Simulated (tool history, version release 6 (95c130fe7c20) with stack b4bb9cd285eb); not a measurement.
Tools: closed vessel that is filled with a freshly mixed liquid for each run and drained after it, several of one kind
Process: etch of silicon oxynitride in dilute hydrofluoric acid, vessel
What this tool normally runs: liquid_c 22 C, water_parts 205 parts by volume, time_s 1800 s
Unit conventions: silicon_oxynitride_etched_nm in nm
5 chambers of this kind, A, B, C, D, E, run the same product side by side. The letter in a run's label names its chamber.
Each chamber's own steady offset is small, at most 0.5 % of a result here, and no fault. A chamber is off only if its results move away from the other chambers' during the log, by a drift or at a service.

run,hour,liquid_c,water_parts,time_s,"read-back film thickness of the silicon oxynitride reference wafer, read on the same gauge (nm)",silicon_oxynitride_etched_nm
1E,8.0,22,205,1800,60.014,12.8530
2D,15.9,22,205,1800,59.942,13.1000
3B,21.2,22,205,1800,59.974,12.8940
4A,28.9,22,205,1800,60.024,12.9250
5C,36.9,22,205,1800,59.990,13.1140
6E,43.2,22,205,1800,60.027,12.9020
7D,48.7,22,205,1800,60.010,13.0420
8B,55.7,22,205,1800,60.018,13.0020
9A,60.4,22,205,1800,60.025,13.0020
# hour 68.6: chamber C: hydrofluoric acid flow meter replaced
10C,69.8,22,205,1800,60.012,12.9770
11E,75.0,19,290,1800,59.984,7.5994
12C,84.3,19,290,1800,60.024,7.6740
13B,94.1,19,290,1800,59.983,7.5450
14A,102.6,19,290,1800,59.996,7.6643
15D,109.1,19,290,1800,59.979,7.6563
16A,113.7,22,205,1800,60.054,12.9510
17D,123.4,22,205,1800,60.003,13.1290
18C,131.7,22,205,1800,60.056,13.4150
19B,141.4,22,205,1800,59.936,13.0820
20E,147.9,17,130,1800,60.012,16.9910
21D,153.4,17,130,1800,60.005,17.0450
22A,162.9,17,130,1800,60.004,16.9920
23B,170.4,17,130,1800,59.968,17.2020
24E,179.3,17,130,1800,60.032,16.9030
25C,184.7,22,205,1800,59.998,13.5470
26E,194.6,22,205,1800,60.030,12.9510
27D,203.3,22,205,1800,59.982,13.0710
28A,209.8,22,205,1800,60.034,13.1700
29C,216.0,22,205,1800,59.987,13.7990
30B,226.0,22,205,1800,59.992,13.0920
31C,235.5,22,205,1800,59.991,13.6350
32E,245.6,22,205,1800,59.987,13.0870
33D,253.5,22,160,810,59.995,7.8014
34B,261.5,22,160,810,59.978,7.8574
35A,269.6,22,160,810,59.996,7.7181
36E,278.1,22,160,810,60.014,7.6732

For the next run the whole fleet of 5 chambers uses the same settings. Give each chamber's results:
37A,285.3,22,295,1800,,?
37B,285.3,22,295,1800,,?
37C,285.3,22,295,1800,,?
37D,285.3,22,295,1800,,?
37E,285.3,22,295,1800,,?

run,silicon_oxynitride_etched_nm
37A,8.6477
37B,8.5805
37C,9.0959
37D,8.5712
37E,8.5671

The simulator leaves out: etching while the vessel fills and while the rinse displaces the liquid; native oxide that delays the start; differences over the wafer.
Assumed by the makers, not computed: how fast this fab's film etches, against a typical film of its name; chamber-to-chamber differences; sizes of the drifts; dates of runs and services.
